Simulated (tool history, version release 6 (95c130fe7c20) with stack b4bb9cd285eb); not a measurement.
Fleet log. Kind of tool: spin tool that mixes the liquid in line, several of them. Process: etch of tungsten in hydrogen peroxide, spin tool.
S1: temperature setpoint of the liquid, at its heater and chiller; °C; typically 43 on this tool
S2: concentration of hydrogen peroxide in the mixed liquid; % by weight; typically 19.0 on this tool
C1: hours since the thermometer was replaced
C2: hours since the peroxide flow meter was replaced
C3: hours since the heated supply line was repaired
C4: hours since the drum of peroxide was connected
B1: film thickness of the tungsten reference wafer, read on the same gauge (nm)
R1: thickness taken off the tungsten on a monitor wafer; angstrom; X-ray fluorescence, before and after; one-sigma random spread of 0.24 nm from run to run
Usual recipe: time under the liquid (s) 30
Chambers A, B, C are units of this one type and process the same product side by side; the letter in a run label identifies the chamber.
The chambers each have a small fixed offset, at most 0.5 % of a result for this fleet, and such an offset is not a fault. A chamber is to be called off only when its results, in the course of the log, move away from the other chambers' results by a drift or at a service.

run 1C hour=5.3 | S1=43 S2=19.0 time_under_the_liquid_(s)=30 | C1=639.8 C2=540.5 C3=1859.2 C4=75.3 | B1=69.992 | R1=401.98
run 2B hour=14.3 | S1=43 S2=19.0 time_under_the_liquid_(s)=30 | C1=2475.5 C2=143.8 C3=843.1 C4=165.5 | B1=69.990 | R1=401.24
run 3A hour=20.5 | S1=43 S2=19.0 time_under_the_liquid_(s)=30 | C1=540.0 C2=574.6 C3=629.8 C4=867.0 | B1=69.994 | R1=402.94
-- hour=29.1 chamber B: heated supply line repaired
run 4C hour=29.2 | S1=43 S2=19.0 time_under_the_liquid_(s)=30 | C1=663.7 C2=564.4 C3=1883.1 C4=99.2 | B1=69.993 | R1=406.40
run 5A hour=36.2 | S1=43 S2=19.0 time_under_the_liquid_(s)=30 | C1=555.7 C2=590.3 C3=645.5 C4=882.7 | B1=69.985 | R1=406.74
run 6B hour=44.0 | S1=43 S2=19.0 time_under_the_liquid_(s)=30 | C1=2505.2 C2=173.5 C3=14.9 C4=195.2 | B1=70.015 | R1=399.36
run 7B hour=52.7 | S1=43 S2=19.0 time_under_the_liquid_(s)=30 | C1=2513.9 C2=182.2 C3=23.6 C4=203.9 | B1=70.002 | R1=405.00
run 8C hour=62.5 | S1=43 S2=19.0 time_under_the_liquid_(s)=30 | C1=697.0 C2=597.7 C3=1916.4 C4=132.5 | B1=70.010 | R1=403.61
run 9A hour=69.2 | S1=43 S2=19.0 time_under_the_liquid_(s)=30 | C1=588.7 C2=623.3 C3=678.5 C4=915.7 | B1=70.010 | R1=404.94
run 10C hour=74.1 | S1=43 S2=19.0 time_under_the_liquid_(s)=30 | C1=708.6 C2=609.3 C3=1928.0 C4=144.1 | B1=70.000 | R1=396.40
run 11B hour=80.5 | S1=43 S2=19.0 time_under_the_liquid_(s)=30 | C1=2541.7 C2=210.0 C3=51.4 C4=231.7 | B1=70.006 | R1=400.08
run 12A hour=86.4 | S1=43 S2=19.0 time_under_the_liquid_(s)=30 | C1=605.9 C2=640.5 C3=695.7 C4=932.9 | B1=69.988 | R1=400.35
run 13B hour=91.5 | S1=43 S2=19.0 time_under_the_liquid_(s)=30 | C1=2552.7 C2=221.0 C3=62.4 C4=242.7 | B1=70.010 | R1=402.96
run 14C hour=98.3 | S1=43 S2=19.0 time_under_the_liquid_(s)=30 | C1=732.8 C2=633.5 C3=1952.2 C4=168.3 | B1=69.989 | R1=404.14
-- hour=98.9 chamber A: thermometer replaced
run 15A hour=102.8 | S1=43 S2=19.0 time_under_the_liquid_(s)=30 | C1=3.9 C2=656.9 C3=712.1 C4=949.3 | B1=70.007 | R1=401.78
-- hour=108.6 chamber B: thermometer replaced
run 16B hour=109.1 | S1=43 S2=19.0 time_under_the_liquid_(s)=30 | C1=0.5 C2=238.6 C3=80.0 C4=260.3 | B1=69.994 | R1=404.44
run 17C hour=114.8 | S1=43 S2=19.0 time_under_the_liquid_(s)=30 | C1=749.3 C2=650.0 C3=1968.7 C4=184.8 | B1=70.006 | R1=401.76
run 18A hour=120.2 | S1=43 S2=14.0 time_under_the_liquid_(s)=20 | C1=21.3 C2=674.3 C3=729.5 C4=966.7 | B1=70.000 | R1=229.34
run 19B hour=124.8 | S1=43 S2=14.0 time_under_the_liquid_(s)=20 | C1=16.2 C2=254.3 C3=95.7 C4=276.0 | B1=69.996 | R1=231.72
run 20A hour=131.9 | S1=43 S2=14.0 time_under_the_liquid_(s)=20 | C1=33.0 C2=686.0 C3=741.2 C4=978.4 | B1=70.019 | R1=229.46
run 21C hour=137.7 | S1=43 S2=19.0 time_under_the_liquid_(s)=30 | C1=772.2 C2=672.9 C3=1991.6 C4=207.7 | B1=70.002 | R1=402.79
run 22A hour=145.2 | S1=43 S2=19.0 time_under_the_liquid_(s)=30 | C1=46.3 C2=699.3 C3=754.5 C4=991.7 | B1=69.988 | R1=397.72
run 23B hour=153.9 | S1=43 S2=19.0 time_under_the_liquid_(s)=30 | C1=45.3 C2=283.4 C3=124.8 C4=305.1 | B1=69.992 | R1=403.44
run 24C hour=160.2 | S1=43 S2=19.0 time_under_the_liquid_(s)=30 | C1=794.7 C2=695.4 C3=2014.1 C4=230.2 | B1=69.998 | R1=401.18
-- hour=165.7 chamber A: peroxide flow meter replaced
run 25B hour=168.5 | S1=43 S2=19.0 time_under_the_liquid_(s)=30 | C1=59.9 C2=298.0 C3=139.4 C4=319.7 | B1=70.002 | R1=405.84
run 26A hour=173.5 | S1=47 S2=19.0 time_under_the_liquid_(s)=45 | C1=74.6 C2=7.8 C3=782.8 C4=1020.0 | B1=69.998 | R1=780.36
run 27C hour=181.3 | S1=47 S2=19.0 time_under_the_liquid_(s)=45 | C1=815.8 C2=716.5 C3=2035.2 C4=251.3 | B1=70.007 | R1=778.31
run 28B hour=188.5 | S1=47 S2=19.0 time_under_the_liquid_(s)=45 | C1=79.9 C2=318.0 C3=159.4 C4=339.7 | B1=70.002 | R1=772.58
run 29C hour=196.6 | S1=43 S2=19.0 time_under_the_liquid_(s)=30 | C1=831.1 C2=731.8 C3=2050.5 C4=266.6 | B1=69.995 | R1=401.06
run 30A hour=203.7 | S1=43 S2=19.0 time_under_the_liquid_(s)=30 | C1=104.8 C2=38.0 C3=813.0 C4=1050.2 | B1=69.985 | R1=400.19
run 31C hour=209.4 | S1=43 S2=19.0 time_under_the_liquid_(s)=30 | C1=843.9 C2=744.6 C3=2063.3 C4=279.4 | B1=69.990 | R1=399.39
run 32A hour=217.5 | S1=43 S2=19.0 time_under_the_liquid_(s)=30 | C1=118.6 C2=51.8 C3=826.8 C4=1064.0 | B1=69.990 | R1=399.63
-- hour=217.9 chamber A: new drum of peroxide connected
run 33B hour=226.4 | S1=49 S2=19.0 time_under_the_liquid_(s)=30 | C1=117.8 C2=355.9 C3=197.3 C4=377.6 | B1=69.991 | R1=591.32
run 34A hour=234.6 | S1=49 S2=19.0 time_under_the_liquid_(s)=30 | C1=135.7 C2=68.9 C3=843.9 C4=16.7 | B1=70.003 | R1=588.50
run 35B hour=241.4 | S1=49 S2=19.0 time_under_the_liquid_(s)=30 | C1=132.8 C2=370.9 C3=212.3 C4=392.6 | B1=70.006 | R1=593.42
run 36C hour=246.4 | S1=43 S2=19.0 time_under_the_liquid_(s)=30 | C1=880.9 C2=781.6 C3=2100.3 C4=316.4 | B1=69.973 | R1=400.01
run 37C hour=252.4 | S1=43 S2=19.0 time_under_the_liquid_(s)=30 | C1=886.9 C2=787.6 C3=2106.3 C4=322.4 | B1=70.024 | R1=406.05

What goes on in this fleet: one chamber off, a drifting gauge, or nothing beyond the chambers' own small offsets? Name the chamber and the cause, if any.

No chamber is off and the gauge is stable; the differences are just each chamber's small, constant offset.
